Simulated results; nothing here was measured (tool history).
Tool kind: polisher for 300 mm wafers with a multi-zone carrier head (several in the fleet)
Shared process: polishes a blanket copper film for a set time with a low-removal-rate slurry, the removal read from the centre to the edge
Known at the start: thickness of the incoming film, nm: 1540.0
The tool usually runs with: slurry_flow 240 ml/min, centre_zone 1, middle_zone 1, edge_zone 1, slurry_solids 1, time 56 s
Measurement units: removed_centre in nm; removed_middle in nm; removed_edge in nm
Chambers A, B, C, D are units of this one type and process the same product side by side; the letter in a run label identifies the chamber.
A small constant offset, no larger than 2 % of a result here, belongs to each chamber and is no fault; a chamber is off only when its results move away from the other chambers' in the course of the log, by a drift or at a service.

run,hour,slurry_flow,centre_zone,middle_zone,edge_zone,slurry_solids,time,wafers polished on this pad,hours since the slurry nozzle was cleaned,hours since the centre zone pressure was calibrated,hours since the edge zone pressure was calibrated,removed_centre,removed_middle,removed_edge
# hour 4.8: chamber B: worn pad replaced by a new one
1C,5.5,240,1,1,1,1,56,716,281.9,601.3,492.7,179.92,175.33,176.5
2D,13.9,240,1,1,1,1,56,295,178.1,364.2,40.7,176.79,174.5,180.43
3B,22.8,240,1,1,1,1,56,173,233.1,184.1,342.5,177.89,181.5,177.92
4A,28.6,240,1,1,1,1,56,460,156.5,468,738.9,181.89,177.36,177.76
5B,38.3,240,1,1,1,1,56,322,248.6,199.6,358,180.52,183.67,177.09
6C,44.3,240,1,1,1,1,56,1088,320.7,640.1,531.5,177.46,176.53,175.05
7D,50.2,240,1,1,1,1,56,644,214.4,400.5,77,178.66,175.78,178.75
# hour 55.3: chamber D: worn pad replaced by a new one
8A,55.4,240,1,1,1,1,56,717,183.3,494.8,765.7,178.89,178.58,174.74
9D,65.4,240,1,1,1,1.25,56,97,229.6,415.7,92.2,188.33,186.27,193.03
# hour 70.9: chamber B: slurry nozzle cleaned
10B,74.9,240,1,1,1,1.25,56,673,4,236.2,394.6,185.36,187.71,188.44
# hour 80: chamber D: centre zone pressure recalibrated
11C,81.4,240,1,1,1,1.25,56,1444,357.8,677.2,568.6,190.37,185.59,182.61
# hour 81.9: chamber C: worn pad replaced by a new one
12A,89.9,240,1,1,1,1.25,56,1049,217.8,529.3,800.2,185.95,187.76,183.53
# hour 98.2: chamber B: worn pad replaced by a new one
13D,99.3,240,1,1,1,1,56,422,263.5,19.3,126.1,175.79,178.4,179.14
14C,104.8,240,1.04,1,1,1,56,220,381.2,700.6,592,187.28,178.73,176.6
15A,112.9,240,1.04,1,1,1,56,1269,240.8,552.3,823.2,184.87,180.94,170.52
16B,119.4,240,1.04,1,1,1,56,203,48.5,280.7,439.1,181.96,181.19,178.53
# hour 119.6: chamber C: slurry nozzle cleaned
# hour 124.6: chamber D: worn pad replaced by a new one
17B,125.2,240,1.04,1,1,1,56,259,54.3,286.5,444.9,183.19,182.01,178.84
18A,131.1,240,1,1,1,1,56,1444,259,570.5,841.4,178.23,174.35,172.98
19D,136.6,240,1,1,1,1,56,115,300.8,56.6,163.4,179.69,176.5,181.76
# hour 140.7: chamber C: centre zone pressure recalibrated
20C,142.2,240,1,1,1,1.25,44,579,22.6,1.5,629.4,149.78,146.78,145.93
21C,148.5,240,1,1,1,1.25,44,639,28.9,7.8,635.7,151.47,146.89,145.76
# hour 151.1: chamber B: edge zone pressure recalibrated
22B,154.9,240,1,1,1,1.25,44,544,84,316.2,3.8,146.52,149.21,146.87
23A,162.9,240,1,1,1,1.25,44,1750,290.8,602.3,873.2,139.01,139.71,139.03
24D,172,240,1,1,1,1,56,455,336.2,92,198.8,175.11,180.06,184.5
25A,180.8,240,1,1,1,1,56,1921,308.7,620.2,891.1,167.17,171.76,165.56
# hour 189.1: chamber B: worn pad replaced by a new one
26C,190.9,240,0.9,0.96,1,1,56,1046,71.3,50.2,678.1,160.56,168.82,176.32
27B,199.5,240,0.9,0.96,1,1,56,100,128.6,360.8,48.4,161.63,174.18,180.61
# hour 201.7: chamber D: worn pad replaced by a new one
28D,205.1,240,0.9,0.96,1,1,56,33,369.3,125.1,231.9,160.2,172.45,180.87
29D,213.3,240,0.9,0.96,1,1,56,112,377.5,133.3,240.1,161.23,171.6,181.6

One chamber off, gauge drift, or nothing amiss beyond the chambers' own small offsets? If it is a chamber, which one, and what is the likeliest cause?

Chamber A drifts away from the others.
What lies behind it: removal rate lost through wear of the pad, % = 8.67.
It could be hard to tell apart here from: slurry flow missing at the pad, %.

Chamber A could run next with any of the 4 candidate recipes listed below; each alters the usual settings, and their results appear as question marks. Which one brings its results back in line with what the other chambers deliver on the usual settings?
In line here means within this much of the mean the other chambers give on the usual settings: removed_centre 9.3 nm; removed_middle 8.1 nm; removed_edge 4.9 nm
30A-1,220.8,240,0.98,0.99,1.02,1,62,,,,,?,?,?
30A-2,220.8,240,1.01,1.01,0.98,1,51,,,,,?,?,?
30A-3,220.8,240,1.03,1.02,0.97,0.95,46,,,,,?,?,?
30A-4,220.8,240,0.97,0.98,1.03,1.05,68,,,,,?,?,?

Average result of the remaining chambers running the usual settings: removed_centre 178.71 nm; removed_middle 179.32 nm; removed_edge 178.71 nm
run,removed_centre,removed_middle,removed_edge
30A-1,177.52,179.32,178.12
30A-2,150.98,150.18,143.45
30A-3,137.65,135.18,127.29
30A-4,194.51,196.92,198.45
It is 30A-1 that realigns the chamber with its peers.
